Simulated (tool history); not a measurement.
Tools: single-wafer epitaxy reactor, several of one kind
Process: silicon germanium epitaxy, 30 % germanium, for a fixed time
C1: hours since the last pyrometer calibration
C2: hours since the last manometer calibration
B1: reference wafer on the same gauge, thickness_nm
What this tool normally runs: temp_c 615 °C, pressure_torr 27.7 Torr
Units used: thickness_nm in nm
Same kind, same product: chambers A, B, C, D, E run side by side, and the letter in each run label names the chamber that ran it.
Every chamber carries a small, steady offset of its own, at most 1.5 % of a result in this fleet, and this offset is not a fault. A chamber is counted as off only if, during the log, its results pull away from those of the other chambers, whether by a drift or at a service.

-- hour=6.8 chamber D: pyrometer calibrated
run 1C hour=9.7 | temp_c=615 pressure_torr=27.7 | C1=633.9 C2=520.3 | B1=96.006 | thickness_nm=88.541
run 2B hour=20.3 | temp_c=615 pressure_torr=27.7 | C1=1075.6 C2=1070 | B1=96.08 | thickness_nm=87.79
run 3E hour=27 | temp_c=615 pressure_torr=27.7 | C1=1021.2 C2=1093 | B1=96.014 | thickness_nm=89.056
run 4A hour=37.6 | temp_c=615 pressure_torr=27.7 | C1=540 C2=343.9 | B1=95.983 | thickness_nm=88.783
run 5D hour=47.4 | temp_c=615 pressure_torr=27.7 | C1=40.6 C2=2871.9 | B1=95.973 | thickness_nm=87.735
run 6D hour=57.8 | temp_c=615 pressure_torr=27.7 | C1=51 C2=2882.3 | B1=95.996 | thickness_nm=87.786
run 7A hour=64.2 | temp_c=615 pressure_torr=27.7 | C1=566.6 C2=370.5 | B1=96.041 | thickness_nm=88.914
run 8E hour=69.5 | temp_c=615 pressure_torr=27.7 | C1=1063.7 C2=1135.5 | B1=95.997 | thickness_nm=89.105
run 9B hour=74.5 | temp_c=615 pressure_torr=27.7 | C1=1129.8 C2=1124.2 | B1=95.987 | thickness_nm=87.408
run 10C hour=83.7 | temp_c=615 pressure_torr=27.7 | C1=707.9 C2=594.3 | B1=96.092 | thickness_nm=88.64
run 11E hour=93.2 | temp_c=615 pressure_torr=27.7 | C1=1087.4 C2=1159.2 | B1=96.025 | thickness_nm=88.792
run 12D hour=99.9 | temp_c=615 pressure_torr=27.7 | C1=93.1 C2=2924.4 | B1=95.976 | thickness_nm=88.137
run 13A hour=108.7 | temp_c=615 pressure_torr=27.7 | C1=611.1 C2=415 | B1=96.033 | thickness_nm=88.976
run 14B hour=118.2 | temp_c=615 pressure_torr=27.7 | C1=1173.5 C2=1167.9 | B1=95.964 | thickness_nm=87.659
run 15C hour=128.2 | temp_c=615 pressure_torr=27.7 | C1=752.4 C2=638.8 | B1=96.02 | thickness_nm=88.975
run 16B hour=136.3 | temp_c=615 pressure_torr=27.7 | C1=1191.6 C2=1186 | B1=96.034 | thickness_nm=87.682
run 17A hour=145.9 | temp_c=615 pressure_torr=27.7 | C1=648.3 C2=452.2 | B1=96.044 | thickness_nm=88.762
run 18C hour=154.8 | temp_c=615 pressure_torr=27.7 | C1=779 C2=665.4 | B1=95.956 | thickness_nm=89.376
run 19E hour=161.1 | temp_c=615 pressure_torr=27.7 | C1=1155.3 C2=1227.1 | B1=95.937 | thickness_nm=88.804
-- hour=166.9 chamber E: pyrometer calibrated
run 20D hour=168.6 | temp_c=620 pressure_torr=27.7 | C1=161.8 C2=2993.1 | B1=96.04 | thickness_nm=95.832
-- hour=169.6 chamber B: capacitance manometer re-zeroed and calibrated
run 21B hour=178.6 | temp_c=620 pressure_torr=27.7 | C1=1233.9 C2=9 | B1=96.048 | thickness_nm=95.678
run 22E hour=183.3 | temp_c=620 pressure_torr=27.7 | C1=16.5 C2=1249.3 | B1=95.981 | thickness_nm=96.69
run 23A hour=192.5 | temp_c=620 pressure_torr=27.7 | C1=694.9 C2=498.8 | B1=95.989 | thickness_nm=97.405
run 24C hour=199.9 | temp_c=620 pressure_torr=27.7 | C1=824.1 C2=710.5 | B1=95.981 | thickness_nm=97.424
run 25D hour=209.6 | temp_c=615 pressure_torr=27.7 | C1=202.8 C2=3034.1 | B1=95.985 | thickness_nm=88.247
run 26D hour=216.6 | temp_c=615 pressure_torr=27.7 | C1=209.8 C2=3041.1 | B1=96.093 | thickness_nm=88.354
run 27E hour=223.9 | temp_c=615 pressure_torr=27.7 | C1=57.1 C2=1289.9 | B1=95.944 | thickness_nm=88.789
run 28C hour=234.1 | temp_c=615 pressure_torr=27.7 | C1=858.3 C2=744.7 | B1=96.045 | thickness_nm=89.833
run 29B hour=241.7 | temp_c=615 pressure_torr=27.7 | C1=1297 C2=72.1 | B1=95.955 | thickness_nm=87.158
run 30A hour=252 | temp_c=619 pressure_torr=23.4 | C1=754.4 C2=558.3 | B1=96.016 | thickness_nm=89.112
run 31B hour=260.2 | temp_c=619 pressure_torr=23.4 | C1=1315.5 C2=90.6 | B1=95.993 | thickness_nm=87.858
run 32A hour=268.2 | temp_c=619 pressure_torr=23.4 | C1=770.6 C2=574.5 | B1=95.964 | thickness_nm=89.289
-- hour=271.5 chamber D: capacitance manometer re-zeroed and calibrated
run 33D hour=278.5 | temp_c=619 pressure_torr=23.4 | C1=271.7 C2=7 | B1=96.051 | thickness_nm=88.705
run 34C hour=288.9 | temp_c=619 pressure_torr=23.4 | C1=913.1 C2=799.5 | B1=95.936 | thickness_nm=90.253
run 35E hour=296.9 | temp_c=615 pressure_torr=27.7 | C1=130.1 C2=1362.9 | B1=96.019 | thickness_nm=88.982

Read the log: is a single chamber off, either drifting away or since a service, is the gauge that measures every chamber drifting, or is nothing wrong beyond small per-chamber offsets? Name any odd chamber and what most likely caused it.

Chamber C drifts away from the others.
Most likely cause: wafer temperature above the value expected at the setpoint (K) = 1.25.
Not necessarily distinguishable in this log from: true pressure above the setpoint (%).

Below are 4 candidate recipes for chamber C's next run, each the usual settings with a change, their results shown as question marks. Which of them brings C's results back in line with what the other chambers give on the usual settings?
Maximum distance from the other chambers' mean on the usual settings for a result to count as in line: thickness_nm 0.86 nm
run 36C-1 hour=304.5 | temp_c=615 pressure_torr=29.2 | thickness_nm=?
run 36C-2 hour=304.5 | temp_c=615 pressure_torr=24.5 | thickness_nm=?
run 36C-3 hour=304.5 | temp_c=615 pressure_torr=26.2 | thickness_nm=?
run 36C-4 hour=304.5 | temp_c=615 pressure_torr=30.9 | thickness_nm=?

What the other chambers average on the usual settings: thickness_nm 88.42 nm
run=36C-1 thickness_nm=92.414
run=36C-2 thickness_nm=86.146
run=36C-3 thickness_nm=88.49
run=36C-4 thickness_nm=94.531
The answer is 36C-3, which returns the chamber to within the allowed miss of the others.

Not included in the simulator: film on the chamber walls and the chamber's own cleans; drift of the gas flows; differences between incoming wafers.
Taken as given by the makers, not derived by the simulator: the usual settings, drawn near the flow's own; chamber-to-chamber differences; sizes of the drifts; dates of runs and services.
